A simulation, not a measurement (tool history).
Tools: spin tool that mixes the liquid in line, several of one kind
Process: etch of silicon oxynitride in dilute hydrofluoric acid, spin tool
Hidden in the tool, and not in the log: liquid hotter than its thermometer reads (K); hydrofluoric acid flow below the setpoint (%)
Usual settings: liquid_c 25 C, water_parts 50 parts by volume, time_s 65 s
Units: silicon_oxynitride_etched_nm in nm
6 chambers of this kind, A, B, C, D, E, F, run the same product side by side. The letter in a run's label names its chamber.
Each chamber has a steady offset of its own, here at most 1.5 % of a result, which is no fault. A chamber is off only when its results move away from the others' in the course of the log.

run   hour  liquid_c  water_parts  time_s  hours since the thermometer was replaced  hours since the hydrofluoric acid flow meter was replaced  read-back film thickness of the silicon oxynitride reference wafer, read on the same gauge (nm)  silicon_oxynitride_etched_nm
 1D    7.9        25           50      65                                    1308.9                                                      156.8                                                                                           40.011                        6.7782
 2C   23.8        25           50      65                                     857.5                                                      642.1                                                                                           39.987                        6.7985
 3B   31.2        25           50      65                                    1161.6                                                       74.4                                                                                           39.978                        6.7830
      38.3  -- chamber F: hydrofluoric acid flow meter replaced
 4F   46.9        25           50      65                                     125.9                                                        8.7                                                                                           39.977                        6.9196
 5A   55.2        25           50      65                                    1540.5                                                       60.3                                                                                           39.989                        6.8581
 6E   65.4        25           35      45                                     506.7                                                      750.0                                                                                           40.006                        6.8335
 7A   75.3        25           35      45                                    1560.6                                                       80.4                                                                                           40.007                        6.9814
 8F   88.9        25           35      45                                     167.9                                                       50.7                                                                                           39.958                        6.9523
 9E   98.4        25           35      45                                     539.7                                                      783.0                                                                                           40.001                        6.9008
10D  107.0        25           35      45                                    1408.0                                                      255.9                                                                                           40.013                        6.7718
11B  114.3        25           35      45                                    1244.7                                                      157.5                                                                                           39.986                        6.7436
12C  125.6        25           50      65                                     959.3                                                      743.9                                                                                           40.012                        6.6864
     126.5  -- chamber D: thermometer replaced
13D  133.6        25           50      65                                       7.2                                                      282.5                                                                                           40.038                        6.8519
     138.2  -- chamber C: hydrofluoric acid flow meter replaced
14F  148.8        25           50      65                                     227.8                                                      110.6                                                                                           39.966                        6.7042
15E  156.1        25           50      65                                     597.4                                                      840.7                                                                                           40.014                        6.6600
16B  165.3        25           50      65                                    1295.7                                                      208.5                                                                                           40.016                        6.6124
17C  173.7        25           50      45                                    1007.4                                                       35.5                                                                                           39.984                        4.6562
18A  183.7        25           50      45                                    1669.0                                                      188.8                                                                                           40.014                        4.6940
19D  192.7        25           50      45                                      66.3                                                      341.6                                                                                           40.022                        4.7223
20E  200.3        25           50      45                                     641.6                                                      884.9                                                                                           40.011                        4.5635
21F  213.7        25           50      45                                     292.7                                                      175.5                                                                                           39.984                        4.6949
22C  228.0        25           50      45                                    1061.7                                                       89.8                                                                                           39.980                        4.8106
23A  240.2        25           50      65                                    1725.5                                                      245.3                                                                                           40.005                        6.7297
     243.4  -- chamber C: thermometer replaced
24B  256.2        25           50     105                                    1386.6                                                      299.4                                                                                           39.994                       10.9350
25B  265.4        25           50     105                                    1395.8                                                      308.6                                                                                           40.002                       10.9430
26D  279.5        25           50     105                                     153.1                                                      428.4                                                                                           40.012                       11.0410
27E  289.2        25           50     105                                     730.5                                                      973.8                                                                                           40.001                       10.7020
28F  300.6        25           50     105                                     379.6                                                      262.4                                                                                           40.006                       10.8880
29C  316.5        25           50     105                                      73.1                                                      178.3                                                                                           39.996                       10.9230
     319.8  -- chamber D: hydrofluoric acid flow meter replaced
30A  324.4        25           50      65                                    1809.7                                                      329.5                                                                                           39.966                        6.7120
31A  335.3        25           50      65                                    1820.6                                                      340.4                                                                                           40.033                        6.7174
32E  348.5        25           50      65                                     789.8                                                     1033.1                                                                                           40.005                        6.4853
33B  362.5        25           50      65                                    1492.9                                                      405.7                                                                                           39.972                        6.6954
34D  375.5        25           50      65                                     249.1                                                       55.8                                                                                           39.998                        6.8564
35F  382.4        25           50      45                                     461.4                                                      344.2                                                                                           40.025                        4.7129
36C  389.6        25           50      45                                     146.2                                                      251.4                                                                                           40.006                        4.7034
37D  400.5        25           50      45                                     274.1                                                       80.8                                                                                           40.023                        4.7099
     403.8  -- chamber B: thermometer replaced
38C  408.3        25           50      45                                     164.9                                                      270.1                                                                                           39.980                        4.7796
39A  418.0        25           50      45                                    1903.3                                                      423.1                                                                                           39.976                        4.6654
40F  429.3        25           50      45                                     508.3                                                      391.1                                                                                           39.997                        4.6819
     434.3  -- chamber E: thermometer replaced
41B  439.0        25           50      65                                      35.2                                                      482.2                                                                                           39.978                        6.7705
42E  447.0        25           50      85                                      12.8                                                     1131.6                                                                                           39.999                        8.2804
43B  455.1        25           50      85                                      51.3                                                      498.3                                                                                           40.020                        8.7185
44C  464.3        25           50      85                                     220.9                                                      326.1                                                                                           39.979                        8.9689

Is one chamber off against the others, does the gauge drift, or is nothing wrong? If a chamber is off, say which, and what the likeliest cause is.

Chamber E drifts away from the others.
Cause: hydrofluoric acid flow below the setpoint (%) = 6.84.

Here are 4 candidates for chamber E's next run, each the usual settings with a change, their results left as question marks. Which one brings its results back in line with what the others give on the usual settings?
In line means no further than this from the other chambers' mean on the usual settings: silicon_oxynitride_etched_nm 0.2300 nm
45E-1  475.7      23.5           50      65                                                                                                                                                                                                                                   ?
45E-2  475.7      24.5           55      65                                                                                                                                                                                                                                   ?
45E-3  475.7      25.5           45      65                                                                                                                                                                                                                                   ?
45E-4  475.7      25.0           50      70                                                                                                                                                                                                                                   ?

The other chambers' mean on the usual settings: silicon_oxynitride_etched_nm 6.7757 nm
  run  silicon_oxynitride_etched_nm
45E-1                        5.8872
45E-2                        5.5901
45E-3                        7.2447
45E-4                        6.8193
45E-4 brings the chamber back in line.

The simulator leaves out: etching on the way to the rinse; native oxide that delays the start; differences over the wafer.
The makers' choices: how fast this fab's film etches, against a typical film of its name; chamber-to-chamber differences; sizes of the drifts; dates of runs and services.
